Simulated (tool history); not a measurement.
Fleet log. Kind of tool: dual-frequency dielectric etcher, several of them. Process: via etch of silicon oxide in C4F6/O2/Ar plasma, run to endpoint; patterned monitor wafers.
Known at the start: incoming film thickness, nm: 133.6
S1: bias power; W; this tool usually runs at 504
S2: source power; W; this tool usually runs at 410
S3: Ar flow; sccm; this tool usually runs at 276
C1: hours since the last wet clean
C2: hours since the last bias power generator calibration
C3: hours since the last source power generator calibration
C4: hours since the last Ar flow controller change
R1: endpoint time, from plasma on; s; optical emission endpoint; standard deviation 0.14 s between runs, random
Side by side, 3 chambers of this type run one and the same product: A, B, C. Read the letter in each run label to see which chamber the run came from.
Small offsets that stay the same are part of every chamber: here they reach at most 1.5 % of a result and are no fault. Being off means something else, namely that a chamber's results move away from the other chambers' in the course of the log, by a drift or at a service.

Run 1A, hour 5.4: usual settings; C1 274.0; C2 2517.8; C3 998.6; C4 265.5. Result: R1 29.265 s.
Run 2B, hour 10.9: usual settings; C1 115.2; C2 2231.6; C3 2911.1; C4 743.2. Result: R1 28.548 s.
Run 3C, hour 15.6: usual settings; C1 654.7; C2 1418.8; C3 704.4; C4 392.8. Result: R1 28.784 s.
Run 4B, hour 21.0: usual settings; C1 125.3; C2 2241.7; C3 2921.2; C4 753.3. Result: R1 28.481 s.
Run 5C, hour 24.1: usual settings; C1 663.2; C2 1427.3; C3 712.9; C4 401.3. Result: R1 28.564 s.
Run 6A, hour 30.1: usual settings; C1 298.7; C2 2542.5; C3 1023.3; C4 290.2. Result: R1 29.130 s.
Run 7C, hour 35.0: usual settings; C1 674.1; C2 1438.2; C3 723.8; C4 412.2. Result: R1 28.849 s.
Run 8B, hour 40.8: usual settings; C1 145.1; C2 2261.5; C3 2941.0; C4 773.1. Result: R1 28.462 s.
Run 9A, hour 43.7: usual settings; C1 312.3; C2 2556.1; C3 1036.9; C4 303.8. Result: R1 29.054 s.
Run 10A, hour 47.1: usual settings; C1 315.7; C2 2559.5; C3 1040.3; C4 307.2. Result: R1 29.528 s.
Run 11C, hour 50.8: usual settings; C1 689.9; C2 1454.0; C3 739.6; C4 428.0. Result: R1 28.750 s.
Run 12B, hour 56.6: usual settings; C1 160.9; C2 2277.3; C3 2956.8; C4 788.9. Result: R1 28.501 s.
Run 13C, hour 60.6: usual settings; C1 699.7; C2 1463.8; C3 749.4; C4 437.8. Result: R1 28.535 s.
At hour 63.2: chamber C: wet clean of the chamber.
Run 14A, hour 64.9: usual settings; C1 333.5; C2 2577.3; C3 1058.1; C4 325.0. Result: R1 28.992 s.
Run 15B, hour 70.3: usual settings; C1 174.6; C2 2291.0; C3 2970.5; C4 802.6. Result: R1 28.388 s.
Run 16C, hour 74.7: usual settings; C1 11.5; C2 1477.9; C3 763.5; C4 451.9. Result: R1 28.527 s.
Run 17B, hour 80.9: usual settings; C1 185.2; C2 2301.6; C3 2981.1; C4 813.2. Result: R1 28.642 s.
Run 18A, hour 84.9: usual settings; C1 353.5; C2 2597.3; C3 1078.1; C4 345.0. Result: R1 29.455 s.
Run 19B, hour 88.4: usual settings; C1 192.7; C2 2309.1; C3 2988.6; C4 820.7. Result: R1 28.582 s.
Run 20A, hour 93.7: usual settings; C1 362.3; C2 2606.1; C3 1086.9; C4 353.8. Result: R1 29.191 s.
At hour 96.9: chamber A: wet clean of the chamber.
Run 21C, hour 98.0: usual settings; C1 34.8; C2 1501.2; C3 786.8; C4 475.2. Result: R1 28.540 s.
Run 22C, hour 102.9: usual settings; C1 39.7; C2 1506.1; C3 791.7; C4 480.1. Result: R1 28.976 s.
Run 23A, hour 107.6: usual settings; C1 10.8; C2 2620.0; C3 1100.8; C4 367.7. Result: R1 30.203 s.
Run 24B, hour 112.7: usual settings; C1 217.0; C2 2333.4; C3 3012.9; C4 845.0. Result: R1 28.635 s.
Run 25C, hour 116.6: usual settings; C1 53.4; C2 1519.8; C3 805.4; C4 493.8. Result: R1 28.736 s.
Run 26B, hour 121.9: usual settings; C1 226.2; C2 2342.6; C3 3022.1; C4 854.2. Result: R1 28.201 s.
Run 27A, hour 125.7: usual settings; C1 28.9; C2 2638.1; C3 1118.9; C4 385.8. Result: R1 29.894 s.
Run 28B, hour 129.4: usual settings; C1 233.7; C2 2350.1; C3 3029.6; C4 861.7. Result: R1 28.648 s.
Run 29C, hour 134.7: usual settings but S1 557 W, S3 216 sccm; C1 71.5; C2 1537.9; C3 823.5; C4 511.9. Result: R1 27.014 s.
Run 30A, hour 140.4: usual settings but S1 557 W, S3 216 sccm; C1 43.6; C2 2652.8; C3 1133.6; C4 400.5. Result: R1 28.164 s.
Run 31A, hour 146.4: usual settings but S1 557 W, S3 216 sccm; C1 49.6; C2 2658.8; C3 1139.6; C4 406.5. Result: R1 28.460 s.
Run 32B, hour 150.9: usual settings but S1 627 W, S2 380 W; C1 255.2; C2 2371.6; C3 3051.1; C4 883.2. Result: R1 26.838 s.
Run 33C, hour 156.6: usual settings but S1 627 W, S2 380 W; C1 93.4; C2 1559.8; C3 845.4; C4 533.8. Result: R1 27.092 s.
Run 34C, hour 162.4: usual settings but S1 627 W, S2 380 W; C1 99.2; C2 1565.6; C3 851.2; C4 539.6. Result: R1 27.127 s.
Run 35B, hour 167.9: usual settings; C1 272.2; C2 2388.6; C3 3068.1; C4 900.2. Result: R1 28.531 s.

Predict what each chamber gives when all 3 of them run the settings below next.
Run 36A, hour 172.5: usual settings. Result: R1 ?.
Run 36B, hour 172.5: usual settings. Result: R1 ?.
Run 36C, hour 172.5: usual settings. Result: R1 ?.

run      R1
36A  30.193
36B  28.620
36C  28.760
